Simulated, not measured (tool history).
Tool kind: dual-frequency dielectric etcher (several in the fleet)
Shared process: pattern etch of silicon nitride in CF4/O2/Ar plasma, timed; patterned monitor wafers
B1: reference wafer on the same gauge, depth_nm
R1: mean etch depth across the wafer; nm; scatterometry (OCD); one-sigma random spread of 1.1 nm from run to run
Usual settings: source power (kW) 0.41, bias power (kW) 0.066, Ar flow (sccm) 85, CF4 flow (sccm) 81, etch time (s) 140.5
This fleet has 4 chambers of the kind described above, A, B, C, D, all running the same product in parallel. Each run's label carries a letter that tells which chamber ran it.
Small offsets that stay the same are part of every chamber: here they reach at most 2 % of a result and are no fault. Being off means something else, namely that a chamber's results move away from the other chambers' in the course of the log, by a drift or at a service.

{"run": "1A", "hour": 5.8, "source power (kW)": 0.41, "bias power (kW)": 0.066, "Ar flow (sccm)": 85, "CF4 flow (sccm)": 81, "etch time (s)": 140.5, "B1": 273.4, "R1": 249.21}
{"hour": 6.4, "done": "chamber D: wet clean of the chamber"}
{"run": "2C", "hour": 9.2, "source power (kW)": 0.41, "bias power (kW)": 0.066, "Ar flow (sccm)": 85, "CF4 flow (sccm)": 81, "etch time (s)": 140.5, "B1": 272.91, "R1": 247.23}
{"hour": 12.2, "done": "chamber C: wet clean of the chamber"}
{"run": "3D", "hour": 14.1, "source power (kW)": 0.41, "bias power (kW)": 0.066, "Ar flow (sccm)": 85, "CF4 flow (sccm)": 81, "etch time (s)": 140.5, "B1": 273.18, "R1": 252.3}
{"run": "4B", "hour": 20.9, "source power (kW)": 0.41, "bias power (kW)": 0.066, "Ar flow (sccm)": 85, "CF4 flow (sccm)": 81, "etch time (s)": 140.5, "B1": 273.01, "R1": 253.82}
{"run": "5B", "hour": 26.6, "source power (kW)": 0.41, "bias power (kW)": 0.066, "Ar flow (sccm)": 85, "CF4 flow (sccm)": 81, "etch time (s)": 140.5, "B1": 273.02, "R1": 253.7}
{"run": "6A", "hour": 32.7, "source power (kW)": 0.41, "bias power (kW)": 0.066, "Ar flow (sccm)": 85, "CF4 flow (sccm)": 81, "etch time (s)": 140.5, "B1": 273.12, "R1": 246.71}
{"run": "7D", "hour": 38.1, "source power (kW)": 0.41, "bias power (kW)": 0.066, "Ar flow (sccm)": 85, "CF4 flow (sccm)": 81, "etch time (s)": 140.5, "B1": 273.21, "R1": 252.36}
{"run": "8C", "hour": 41.3, "source power (kW)": 0.5, "bias power (kW)": 0.066, "Ar flow (sccm)": 68, "CF4 flow (sccm)": 81, "etch time (s)": 140.5, "B1": 272.89, "R1": 301.76}
{"run": "9A", "hour": 45.5, "source power (kW)": 0.5, "bias power (kW)": 0.066, "Ar flow (sccm)": 68, "CF4 flow (sccm)": 81, "etch time (s)": 140.5, "B1": 272.94, "R1": 300.3}
{"run": "10B", "hour": 52.3, "source power (kW)": 0.5, "bias power (kW)": 0.066, "Ar flow (sccm)": 68, "CF4 flow (sccm)": 81, "etch time (s)": 140.5, "B1": 272.9, "R1": 308.76}
{"run": "11D", "hour": 58.6, "source power (kW)": 0.5, "bias power (kW)": 0.066, "Ar flow (sccm)": 68, "CF4 flow (sccm)": 81, "etch time (s)": 140.5, "B1": 273.1, "R1": 305.12}
{"run": "12C", "hour": 63.0, "source power (kW)": 0.41, "bias power (kW)": 0.066, "Ar flow (sccm)": 85, "CF4 flow (sccm)": 81, "etch time (s)": 140.5, "B1": 273.04, "R1": 244.18}
{"run": "13A", "hour": 69.4, "source power (kW)": 0.41, "bias power (kW)": 0.066, "Ar flow (sccm)": 85, "CF4 flow (sccm)": 81, "etch time (s)": 140.5, "B1": 272.76, "R1": 249.75}
{"run": "14B", "hour": 74.6, "source power (kW)": 0.41, "bias power (kW)": 0.066, "Ar flow (sccm)": 95, "CF4 flow (sccm)": 81, "etch time (s)": 140.5, "B1": 273.32, "R1": 249.22}
{"run": "15D", "hour": 79.1, "source power (kW)": 0.41, "bias power (kW)": 0.066, "Ar flow (sccm)": 95, "CF4 flow (sccm)": 81, "etch time (s)": 140.5, "B1": 272.9, "R1": 249.23}
{"run": "16C", "hour": 83.5, "source power (kW)": 0.41, "bias power (kW)": 0.066, "Ar flow (sccm)": 95, "CF4 flow (sccm)": 81, "etch time (s)": 140.5, "B1": 273.21, "R1": 243.62}
{"run": "17C", "hour": 88.1, "source power (kW)": 0.41, "bias power (kW)": 0.066, "Ar flow (sccm)": 95, "CF4 flow (sccm)": 81, "etch time (s)": 140.5, "B1": 272.81, "R1": 243.94}
{"run": "18D", "hour": 93.0, "source power (kW)": 0.41, "bias power (kW)": 0.066, "Ar flow (sccm)": 98, "CF4 flow (sccm)": 81, "etch time (s)": 140.5, "B1": 272.87, "R1": 247.77}
{"run": "19B", "hour": 98.6, "source power (kW)": 0.41, "bias power (kW)": 0.066, "Ar flow (sccm)": 98, "CF4 flow (sccm)": 81, "etch time (s)": 140.5, "B1": 273.2, "R1": 250.11}
{"run": "20A", "hour": 103.0, "source power (kW)": 0.41, "bias power (kW)": 0.066, "Ar flow (sccm)": 98, "CF4 flow (sccm)": 81, "etch time (s)": 140.5, "B1": 273.29, "R1": 242.29}
{"run": "21B", "hour": 107.9, "source power (kW)": 0.41, "bias power (kW)": 0.066, "Ar flow (sccm)": 98, "CF4 flow (sccm)": 81, "etch time (s)": 140.5, "B1": 273.21, "R1": 249.44}
{"run": "22D", "hour": 113.0, "source power (kW)": 0.33, "bias power (kW)": 0.073, "Ar flow (sccm)": 85, "CF4 flow (sccm)": 81, "etch time (s)": 140.5, "B1": 273.04, "R1": 218.02}
{"run": "23C", "hour": 116.3, "source power (kW)": 0.33, "bias power (kW)": 0.073, "Ar flow (sccm)": 85, "CF4 flow (sccm)": 81, "etch time (s)": 140.5, "B1": 273.26, "R1": 212.79}
{"run": "24A", "hour": 119.5, "source power (kW)": 0.33, "bias power (kW)": 0.073, "Ar flow (sccm)": 85, "CF4 flow (sccm)": 81, "etch time (s)": 140.5, "B1": 272.9, "R1": 212.7}
{"run": "25A", "hour": 124.3, "source power (kW)": 0.33, "bias power (kW)": 0.073, "Ar flow (sccm)": 85, "CF4 flow (sccm)": 81, "etch time (s)": 140.5, "B1": 273.3, "R1": 213.91}
{"run": "26B", "hour": 130.2, "source power (kW)": 0.41, "bias power (kW)": 0.066, "Ar flow (sccm)": 85, "CF4 flow (sccm)": 81, "etch time (s)": 140.5, "B1": 273.35, "R1": 251.01}

For the next run the whole fleet of 4 chambers uses the same settings. Give each chamber's results:
{"run": "27A", "hour": 135.2, "source power (kW)": 0.41, "bias power (kW)": 0.066, "Ar flow (sccm)": 85, "CF4 flow (sccm)": 68, "etch time (s)": 140.5, "R1": "?"}
{"run": "27B", "hour": 135.2, "source power (kW)": 0.41, "bias power (kW)": 0.066, "Ar flow (sccm)": 85, "CF4 flow (sccm)": 68, "etch time (s)": 140.5, "R1": "?"}
{"run": "27C", "hour": 135.2, "source power (kW)": 0.41, "bias power (kW)": 0.066, "Ar flow (sccm)": 85, "CF4 flow (sccm)": 68, "etch time (s)": 140.5, "R1": "?"}
{"run": "27D", "hour": 135.2, "source power (kW)": 0.41, "bias power (kW)": 0.066, "Ar flow (sccm)": 85, "CF4 flow (sccm)": 68, "etch time (s)": 140.5, "R1": "?"}

run=27A R1=242.53
run=27B R1=246.18
run=27C R1=242.45
run=27D R1=245.97
